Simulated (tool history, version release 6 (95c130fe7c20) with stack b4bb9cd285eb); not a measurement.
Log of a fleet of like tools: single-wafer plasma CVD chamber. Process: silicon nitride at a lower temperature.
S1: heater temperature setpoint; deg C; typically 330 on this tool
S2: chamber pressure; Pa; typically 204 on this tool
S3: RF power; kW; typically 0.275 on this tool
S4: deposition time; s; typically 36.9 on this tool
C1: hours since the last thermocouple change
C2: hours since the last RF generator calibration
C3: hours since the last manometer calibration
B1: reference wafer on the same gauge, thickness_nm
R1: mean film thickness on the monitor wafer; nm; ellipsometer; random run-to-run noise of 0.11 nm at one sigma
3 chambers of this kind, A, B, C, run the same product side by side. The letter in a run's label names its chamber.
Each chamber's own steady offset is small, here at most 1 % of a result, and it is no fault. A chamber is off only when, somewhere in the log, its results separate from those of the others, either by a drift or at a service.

run 1C hour=14.0 | S1=330 S2=204 S3=0.275 S4=36.9 | C1=812.7 C2=634.4 C3=150.0 | B1=39.077 | R1=40.929
run 2A hour=26.5 | S1=330 S2=204 S3=0.275 S4=36.9 | C1=2366.0 C2=2083.4 C3=1704.9 | B1=39.106 | R1=40.812
run 3B hour=40.6 | S1=330 S2=204 S3=0.275 S4=36.9 | C1=43.8 C2=1229.1 C3=195.2 | B1=39.115 | R1=41.021
run 4B hour=49.2 | S1=330 S2=204 S3=0.275 S4=36.9 | C1=52.4 C2=1237.7 C3=203.8 | B1=39.100 | R1=40.990
run 5A hour=58.1 | S1=330 S2=204 S3=0.275 S4=36.9 | C1=2397.6 C2=2115.0 C3=1736.5 | B1=39.124 | R1=40.931
run 6C hour=67.0 | S1=330 S2=204 S3=0.275 S4=36.9 | C1=865.7 C2=687.4 C3=203.0 | B1=39.108 | R1=40.848
run 7B hour=81.5 | S1=330 S2=204 S3=0.275 S4=36.9 | C1=84.7 C2=1270.0 C3=236.1 | B1=39.128 | R1=41.190
run 8C hour=89.7 | S1=330 S2=204 S3=0.275 S4=36.9 | C1=888.4 C2=710.1 C3=225.7 | B1=39.077 | R1=40.668
run 9A hour=100.1 | S1=330 S2=204 S3=0.275 S4=36.9 | C1=2439.6 C2=2157.0 C3=1778.5 | B1=39.068 | R1=40.927
run 10C hour=112.8 | S1=330 S2=204 S3=0.275 S4=36.9 | C1=911.5 C2=733.2 C3=248.8 | B1=39.117 | R1=40.793
run 11B hour=124.5 | S1=330 S2=204 S3=0.275 S4=36.9 | C1=127.7 C2=1313.0 C3=279.1 | B1=39.086 | R1=40.928
run 12A hour=131.1 | S1=330 S2=204 S3=0.275 S4=36.9 | C1=2470.6 C2=2188.0 C3=1809.5 | B1=39.062 | R1=40.942
run 13C hour=138.0 | S1=330 S2=204 S3=0.275 S4=36.9 | C1=936.7 C2=758.4 C3=274.0 | B1=39.116 | R1=40.694
run 14A hour=152.0 | S1=330 S2=204 S3=0.275 S4=36.9 | C1=2491.5 C2=2208.9 C3=1830.4 | B1=39.091 | R1=40.859
run 15B hour=159.6 | S1=330 S2=204 S3=0.275 S4=36.9 | C1=162.8 C2=1348.1 C3=314.2 | B1=39.092 | R1=41.023
run 16B hour=173.8 | S1=330 S2=204 S3=0.275 S4=36.9 | C1=177.0 C2=1362.3 C3=328.4 | B1=39.088 | R1=40.828
run 17A hour=187.5 | S1=342 S2=204 S3=0.275 S4=36.9 | C1=2527.0 C2=2244.4 C3=1865.9 | B1=39.130 | R1=40.688
run 18C hour=197.0 | S1=342 S2=204 S3=0.275 S4=36.9 | C1=995.7 C2=817.4 C3=333.0 | B1=39.116 | R1=39.893
run 19B hour=203.4 | S1=342 S2=204 S3=0.275 S4=36.9 | C1=206.6 C2=1391.9 C3=358.0 | B1=39.106 | R1=40.699
run 20C hour=212.8 | S1=330 S2=204 S3=0.275 S4=36.9 | C1=1011.5 C2=833.2 C3=348.8 | B1=39.089 | R1=40.221
run 21A hour=220.2 | S1=330 S2=204 S3=0.275 S4=36.9 | C1=2559.7 C2=2277.1 C3=1898.6 | B1=39.077 | R1=40.926
run 22C hour=229.4 | S1=330 S2=204 S3=0.275 S4=36.9 | C1=1028.1 C2=849.8 C3=365.4 | B1=39.092 | R1=39.988
run 23B hour=241.7 | S1=330 S2=204 S3=0.275 S4=36.9 | C1=244.9 C2=1430.2 C3=396.3 | B1=39.086 | R1=40.973
run 24A hour=253.2 | S1=317 S2=231 S3=0.275 S4=36.9 | C1=2592.7 C2=2310.1 C3=1931.6 | B1=39.095 | R1=42.548
run 25C hour=261.6 | S1=317 S2=231 S3=0.275 S4=36.9 | C1=1060.3 C2=882.0 C3=397.6 | B1=39.116 | R1=41.214
run 26B hour=271.3 | S1=317 S2=231 S3=0.275 S4=36.9 | C1=274.5 C2=1459.8 C3=425.9 | B1=39.104 | R1=42.520
run 27A hour=277.6 | S1=330 S2=204 S3=0.275 S4=36.9 | C1=2617.1 C2=2334.5 C3=1956.0 | B1=39.104 | R1=40.860

Is one chamber out of step, is the gauge drifting, or do the chambers differ by no more than their own small offsets? For an off chamber, give its letter and the likeliest cause.

It is chamber C that slowly wanders off from its peers.
Likeliest cause: delivered RF power below the setpoint (%) = 4.93.

Which of the 4 candidates below, each the usual settings with something changed and its results left as question marks, puts chamber C back in line with what the other chambers give on the usual settings?
Counts as in line when no further than this from what the other chambers average on the usual settings: R1 0.390 nm
run 28C-1 hour=288.2 | S1=330 S2=204 S3=0.290 S4=36.9 | R1=?
run 28C-2 hour=288.2 | S1=330 S2=180 S3=0.275 S4=36.9 | R1=?
run 28C-3 hour=288.2 | S1=330 S2=205 S3=0.275 S4=37.3 | R1=?
run 28C-4 hour=288.2 | S1=330 S2=203 S3=0.275 S4=36.5 | R1=?

What the other chambers average on the usual settings: R1 40.911 nm
run=28C-1 R1=41.099
run=28C-2 R1=38.224
run=28C-3 R1=40.133
run=28C-4 R1=39.128
It is 28C-1 that realigns the chamber with its peers.
